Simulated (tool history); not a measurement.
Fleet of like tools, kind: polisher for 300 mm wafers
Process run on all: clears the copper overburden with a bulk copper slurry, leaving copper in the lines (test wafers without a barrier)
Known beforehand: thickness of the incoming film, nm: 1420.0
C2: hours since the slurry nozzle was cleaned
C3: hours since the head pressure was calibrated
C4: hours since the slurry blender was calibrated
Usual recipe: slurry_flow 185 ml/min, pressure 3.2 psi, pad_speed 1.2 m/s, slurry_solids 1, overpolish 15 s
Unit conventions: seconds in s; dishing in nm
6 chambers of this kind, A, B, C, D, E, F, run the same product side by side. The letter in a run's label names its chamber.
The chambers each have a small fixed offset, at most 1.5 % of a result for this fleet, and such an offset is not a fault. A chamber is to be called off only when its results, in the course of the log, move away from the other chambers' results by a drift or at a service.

{"day": 0.096, "done": "chamber C: slurry nozzle cleaned"}
{"day": 0.104, "done": "chamber C: worn pad replaced by a new one"}
{"day": 0.175, "done": "chamber F: worn pad replaced by a new one"}
{"run": "1A", "day": 0.446, "slurry_flow": 185, "pressure": 3.2, "pad_speed": 1.2, "slurry_solids": 1, "overpolish": 15, "wafers polished on this pad": 838, "C2": 604.1, "C3": 54.5, "C4": 137.3, "seconds": 112.2, "dishing": 83.483}
{"run": "2E", "day": 0.829, "slurry_flow": 185, "pressure": 3.2, "pad_speed": 1.2, "slurry_solids": 1, "overpolish": 15, "wafers polished on this pad": 818, "C2": 405.7, "C3": 607.1, "C4": 260.5, "seconds": 110.88, "dishing": 83.679}
{"day": 1.171, "done": "chamber D: head pressure recalibrated"}
{"run": "3B", "day": 1.271, "slurry_flow": 185, "pressure": 3.2, "pad_speed": 1.2, "slurry_solids": 1, "overpolish": 15, "wafers polished on this pad": 978, "C2": 125.1, "C3": 590.4, "C4": 90.5, "seconds": 112.29, "dishing": 82.672}
{"run": "4C", "day": 1.6, "slurry_flow": 185, "pressure": 3.2, "pad_speed": 1.2, "slurry_solids": 1, "overpolish": 15, "wafers polished on this pad": 287, "C2": 36.2, "C3": 357.4, "C4": 60.4, "seconds": 112.71, "dishing": 82.899}
{"day": 1.638, "done": "chamber A: worn pad replaced by a new one"}
{"run": "5D", "day": 1.925, "slurry_flow": 185, "pressure": 3.2, "pad_speed": 1.2, "slurry_solids": 1, "overpolish": 15, "wafers polished on this pad": 550, "C2": 64.8, "C3": 18.2, "C4": 170.4, "seconds": 112.78, "dishing": 83.317}
{"run": "6F", "day": 2.454, "slurry_flow": 185, "pressure": 3.2, "pad_speed": 1.2, "slurry_solids": 1, "overpolish": 15, "wafers polished on this pad": 437, "C2": 340.4, "C3": 345.2, "C4": 294.1, "seconds": 111.81, "dishing": 83.604}
{"day": 2.512, "done": "chamber B: worn pad replaced by a new one"}
{"day": 2.646, "done": "chamber A: slurry blender recalibrated"}
{"day": 2.883, "done": "chamber D: worn pad replaced by a new one"}
{"run": "7E", "day": 2.967, "slurry_flow": 185, "pressure": 3.2, "pad_speed": 1.2, "slurry_solids": 1, "overpolish": 15, "wafers polished on this pad": 1228, "C2": 457, "C3": 658.4, "C4": 311.8, "seconds": 110.5, "dishing": 83.308}
{"day": 3.021, "done": "chamber F: slurry blender recalibrated"}
{"run": "8D", "day": 3.296, "slurry_flow": 185, "pressure": 3.2, "pad_speed": 1.2, "slurry_solids": 1, "overpolish": 15, "wafers polished on this pad": 79, "C2": 97.7, "C3": 51.1, "C4": 203.3, "seconds": 109.9, "dishing": 84.033}
{"day": 3.746, "done": "chamber C: worn pad replaced by a new one"}
{"run": "9A", "day": 3.788, "slurry_flow": 185, "pressure": 3.2, "pad_speed": 1.2, "slurry_solids": 1, "overpolish": 15, "wafers polished on this pad": 412, "C2": 684.3, "C3": 134.7, "C4": 27.4, "seconds": 109.82, "dishing": 85.703}
{"run": "10C", "day": 4.062, "slurry_flow": 135, "pressure": 3.2, "pad_speed": 1.54, "slurry_solids": 1, "overpolish": 15, "wafers polished on this pad": 61, "C2": 95.3, "C3": 416.5, "C4": 119.5, "seconds": 94.103, "dishing": 90.547}
{"day": 4.292, "done": "chamber E: worn pad replaced by a new one"}
{"run": "11B", "day": 4.338, "slurry_flow": 135, "pressure": 3.2, "pad_speed": 1.54, "slurry_solids": 1, "overpolish": 15, "wafers polished on this pad": 349, "C2": 198.7, "C3": 664, "C4": 164.1, "seconds": 91.939, "dishing": 86.683}
{"day": 4.658, "done": "chamber A: slurry nozzle cleaned"}
{"run": "12F", "day": 4.717, "slurry_flow": 135, "pressure": 3.2, "pad_speed": 1.54, "slurry_solids": 1, "overpolish": 15, "wafers polished on this pad": 870, "C2": 394.7, "C3": 399.5, "C4": 40.8, "seconds": 88.421, "dishing": 91.193}
{"day": 4.958, "done": "chamber C: head pressure recalibrated"}
{"day": 5.021, "done": "chamber E: slurry blender recalibrated"}
{"run": "13F", "day": 5.233, "slurry_flow": 135, "pressure": 3.2, "pad_speed": 1.54, "slurry_solids": 1, "overpolish": 15, "wafers polished on this pad": 969, "C2": 407.1, "C3": 411.9, "C4": 53.2, "seconds": 91.844, "dishing": 89.267}
{"run": "14A", "day": 5.571, "slurry_flow": 135, "pressure": 3.2, "pad_speed": 1.54, "slurry_solids": 1, "overpolish": 15, "wafers polished on this pad": 753, "C2": 22, "C3": 177.5, "C4": 70.2, "seconds": 89.379, "dishing": 89.638}
{"run": "15B", "day": 5.842, "slurry_flow": 135, "pressure": 3.2, "pad_speed": 1.54, "slurry_solids": 1, "overpolish": 15, "wafers polished on this pad": 637, "C2": 234.8, "C3": 700.1, "C4": 200.2, "seconds": 91.227, "dishing": 87.864}
{"day": 5.888, "done": "chamber C: slurry blender recalibrated"}
{"day": 6.267, "done": "chamber D: worn pad replaced by a new one"}
{"day": 6.304, "done": "chamber B: slurry nozzle cleaned"}
{"run": "16C", "day": 6.433, "slurry_flow": 185, "pressure": 3.2, "pad_speed": 1.2, "slurry_solids": 1, "overpolish": 15, "wafers polished on this pad": 515, "C2": 152.2, "C3": 35.4, "C4": 13.2, "seconds": 108.42, "dishing": 81.623}
{"day": 6.788, "done": "chamber C: worn pad replaced by a new one"}
{"run": "17E", "day": 6.821, "slurry_flow": 185, "pressure": 3.2, "pad_speed": 1.2, "slurry_solids": 1, "overpolish": 15, "wafers polished on this pad": 484, "C2": 549.5, "C3": 750.9, "C4": 43.3, "seconds": 106.94, "dishing": 82.596}
{"run": "18D", "day": 7.142, "slurry_flow": 185, "pressure": 3.2, "pad_speed": 1.2, "slurry_solids": 1, "overpolish": 15, "wafers polished on this pad": 167, "C2": 190, "C3": 143.4, "C4": 295.6, "seconds": 110.45, "dishing": 83.345}
{"day": 7.267, "done": "chamber A: worn pad replaced by a new one"}
{"run": "19A", "day": 7.608, "slurry_flow": 185, "pressure": 3.2, "pad_speed": 1.2, "slurry_solids": 1, "overpolish": 15, "wafers polished on this pad": 65, "C2": 70.9, "C3": 226.4, "C4": 119.1, "seconds": 111.44, "dishing": 81.447}
{"day": 7.858, "done": "chamber F: worn pad replaced by a new one"}
{"run": "20C", "day": 8.1, "slurry_flow": 185, "pressure": 3.2, "pad_speed": 1.2, "slurry_solids": 1, "overpolish": 15, "wafers polished on this pad": 251, "C2": 192.2, "C3": 75.4, "C4": 53.2, "seconds": 111.28, "dishing": 83.021}
{"run": "21F", "day": 8.446, "slurry_flow": 185, "pressure": 3.2, "pad_speed": 1.2, "slurry_solids": 1, "overpolish": 15, "wafers polished on this pad": 113, "C2": 484.2, "C3": 489, "C4": 130.3, "seconds": 109.34, "dishing": 81.18}
{"day": 8.733, "done": "chamber E: head pressure recalibrated"}
{"day": 8.783, "done": "chamber B: worn pad replaced by a new one"}
{"run": "22B", "day": 8.788, "slurry_flow": 150, "pressure": 3.2, "pad_speed": 1.2, "slurry_solids": 1, "overpolish": 19, "wafers polished on this pad": 1, "C2": 59.6, "C3": 770.8, "C4": 270.9, "seconds": 117.6, "dishing": 87.415}
{"run": "23D", "day": 9.212, "slurry_flow": 150, "pressure": 3.2, "pad_speed": 1.2, "slurry_solids": 1, "overpolish": 19, "wafers polished on this pad": 564, "C2": 239.7, "C3": 193.1, "C4": 345.3, "seconds": 115.89, "dishing": 91.627}
{"run": "24E", "day": 9.562, "slurry_flow": 150, "pressure": 3.2, "pad_speed": 1.2, "slurry_solids": 1, "overpolish": 19, "wafers polished on this pad": 1009, "C2": 615.3, "C3": 19.9, "C4": 109.1, "seconds": 116.24, "dishing": 89.001}
{"run": "25F", "day": 9.883, "slurry_flow": 150, "pressure": 3.2, "pad_speed": 1.2, "slurry_solids": 1, "overpolish": 19, "wafers polished on this pad": 388, "C2": 518.7, "C3": 523.5, "C4": 164.8, "seconds": 114.11, "dishing": 90.662}
{"day": 10.154, "done": "chamber D: worn pad replaced by a new one"}
{"run": "26B", "day": 10.229, "slurry_flow": 150, "pressure": 3.2, "pad_speed": 1.2, "slurry_solids": 1, "overpolish": 19, "wafers polished on this pad": 277, "C2": 94.2, "C3": 805.4, "C4": 305.5, "seconds": 121.25, "dishing": 89.223}
{"day": 10.262, "done": "chamber C: worn pad replaced by a new one"}
{"run": "27D", "day": 10.529, "slurry_flow": 150, "pressure": 3.2, "pad_speed": 1.2, "slurry_solids": 1, "overpolish": 19, "wafers polished on this pad": 72, "C2": 271.3, "C3": 224.7, "C4": 376.9, "seconds": 116.18, "dishing": 89.342}
{"day": 10.604, "done": "chamber A: slurry blender recalibrated"}
{"run": "28C", "day": 10.867, "slurry_flow": 185, "pressure": 3.2, "pad_speed": 1.2, "slurry_solids": 1.15, "overpolish": 15, "wafers polished on this pad": 116, "C2": 258.6, "C3": 141.8, "C4": 119.6, "seconds": 106.37, "dishing": 85.048}
{"day": 11.042, "done": "chamber E: slurry nozzle cleaned"}
{"day": 11.171, "done": "chamber C: slurry blender recalibrated"}
{"run": "29E", "day": 11.429, "slurry_flow": 185, "pressure": 3.2, "pad_speed": 1.2, "slurry_solids": 1.15, "overpolish": 15, "wafers polished on this pad": 1367, "C2": 9.4, "C3": 64.7, "C4": 153.9, "seconds": 108.96, "dishing": 84.031}
{"run": "30A", "day": 11.712, "slurry_flow": 185, "pressure": 3.2, "pad_speed": 1.2, "slurry_solids": 1.15, "overpolish": 15, "wafers polished on this pad": 851, "C2": 169.4, "C3": 324.9, "C4": 26.6, "seconds": 107.21, "dishing": 86.174}
{"day": 12.046, "done": "chamber E: worn pad replaced by a new one"}
{"run": "31F", "day": 12.067, "slurry_flow": 185, "pressure": 3.2, "pad_speed": 1.2, "slurry_solids": 1.15, "overpolish": 15, "wafers polished on this pad": 806, "C2": 571.1, "C3": 575.9, "C4": 217.2, "seconds": 107.98, "dishing": 84.622}
{"day": 12.1, "done": "chamber C: slurry nozzle cleaned"}
{"day": 12.367, "done": "chamber D: slurry blender recalibrated"}
{"day": 12.379, "done": "chamber A: worn pad replaced by a new one"}
{"run": "32D", "day": 12.592, "slurry_flow": 185, "pressure": 3.2, "pad_speed": 1.2, "slurry_solids": 1.15, "overpolish": 15, "wafers polished on this pad": 467, "C2": 320.8, "C3": 274.2, "C4": 5.4, "seconds": 109.05, "dishing": 83.46}
{"run": "33C", "day": 12.9, "slurry_flow": 185, "pressure": 3.2, "pad_speed": 1.2, "slurry_solids": 1.15, "overpolish": 15, "wafers polished on this pad": 505, "C2": 19.3, "C3": 190.6, "C4": 41.6, "seconds": 106.94, "dishing": 85.512}
{"day": 13.142, "done": "chamber C: worn pad replaced by a new one"}
{"run": "34B", "day": 13.367, "slurry_flow": 245, "pressure": 3.2, "pad_speed": 1.04, "slurry_solids": 1, "overpolish": 15, "wafers polished on this pad": 878, "C2": 169.5, "C3": 880.7, "C4": 380.8, "seconds": 130.98, "dishing": 78.089}
{"run": "35A", "day": 13.7, "slurry_flow": 245, "pressure": 3.2, "pad_speed": 1.04, "slurry_solids": 1, "overpolish": 15, "wafers polished on this pad": 253, "C2": 217.1, "C3": 372.6, "C4": 74.3, "seconds": 125.54, "dishing": 78.242}
{"day": 13.8, "done": "chamber F: slurry nozzle cleaned"}
{"run": "36E", "day": 13.983, "slurry_flow": 245, "pressure": 3.2, "pad_speed": 1.04, "slurry_solids": 1, "overpolish": 15, "wafers polished on this pad": 371, "C2": 70.7, "C3": 126, "C4": 215.2, "seconds": 125.5, "dishing": 77.523}
{"run": "37F", "day": 14.408, "slurry_flow": 245, "pressure": 3.2, "pad_speed": 1.04, "slurry_solids": 1, "overpolish": 15, "wafers polished on this pad": 1255, "C2": 14.7, "C3": 632.1, "C4": 273.4, "seconds": 123.07, "dishing": 78.576}
{"run": "38E", "day": 14.933, "slurry_flow": 245, "pressure": 3.2, "pad_speed": 1.04, "slurry_solids": 1, "overpolish": 15, "wafers polished on this pad": 553, "C2": 93.5, "C3": 148.8, "C4": 238, "seconds": 122, "dishing": 79.184}
{"run": "39A", "day": 15.338, "slurry_flow": 245, "pressure": 3.2, "pad_speed": 1.04, "slurry_solids": 1, "overpolish": 15, "wafers polished on this pad": 567, "C2": 256.4, "C3": 411.9, "C4": 113.6, "seconds": 118.79, "dishing": 79.762}
{"run": "40B", "day": 15.7, "slurry_flow": 185, "pressure": 3.2, "pad_speed": 1.2, "slurry_solids": 1, "overpolish": 15, "wafers polished on this pad": 1325, "C2": 225.5, "C3": 936.7, "C4": 436.8, "seconds": 120.27, "dishing": 80.393}
{"day": 16.196, "done": "chamber C: worn pad replaced by a new one"}
{"run": "41C", "day": 16.271, "slurry_flow": 185, "pressure": 3.2, "pad_speed": 1.2, "slurry_solids": 1, "overpolish": 15, "wafers polished on this pad": 14, "C2": 100.2, "C3": 271.5, "C4": 122.5, "seconds": 112.11, "dishing": 83.394}

Predict what each chamber gives when all 6 of them run the settings below next.
{"run": "42A", "day": 16.717, "slurry_flow": 185, "pressure": 3.2, "pad_speed": 1.2, "slurry_solids": 1, "overpolish": 15, "seconds": "?", "dishing": "?"}
{"run": "42B", "day": 16.717, "slurry_flow": 185, "pressure": 3.2, "pad_speed": 1.2, "slurry_solids": 1, "overpolish": 15, "seconds": "?", "dishing": "?"}
{"run": "42C", "day": 16.717, "slurry_flow": 185, "pressure": 3.2, "pad_speed": 1.2, "slurry_solids": 1, "overpolish": 15, "seconds": "?", "dishing": "?"}
{"run": "42D", "day": 16.717, "slurry_flow": 185, "pressure": 3.2, "pad_speed": 1.2, "slurry_solids": 1, "overpolish": 15, "seconds": "?", "dishing": "?"}
{"run": "42E", "day": 16.717, "slurry_flow": 185, "pressure": 3.2, "pad_speed": 1.2, "slurry_solids": 1, "overpolish": 15, "seconds": "?", "dishing": "?"}
{"run": "42F", "day": 16.717, "slurry_flow": 185, "pressure": 3.2, "pad_speed": 1.2, "slurry_solids": 1, "overpolish": 15, "seconds": "?", "dishing": "?"}

run=42A seconds=110.55 dishing=82.864
run=42B seconds=125.18 dishing=77.548
run=42C seconds=112.49 dishing=83.052
run=42D seconds=112.96 dishing=84.416
run=42E seconds=108.45 dishing=84.522
run=42F seconds=111.76 dishing=81.096

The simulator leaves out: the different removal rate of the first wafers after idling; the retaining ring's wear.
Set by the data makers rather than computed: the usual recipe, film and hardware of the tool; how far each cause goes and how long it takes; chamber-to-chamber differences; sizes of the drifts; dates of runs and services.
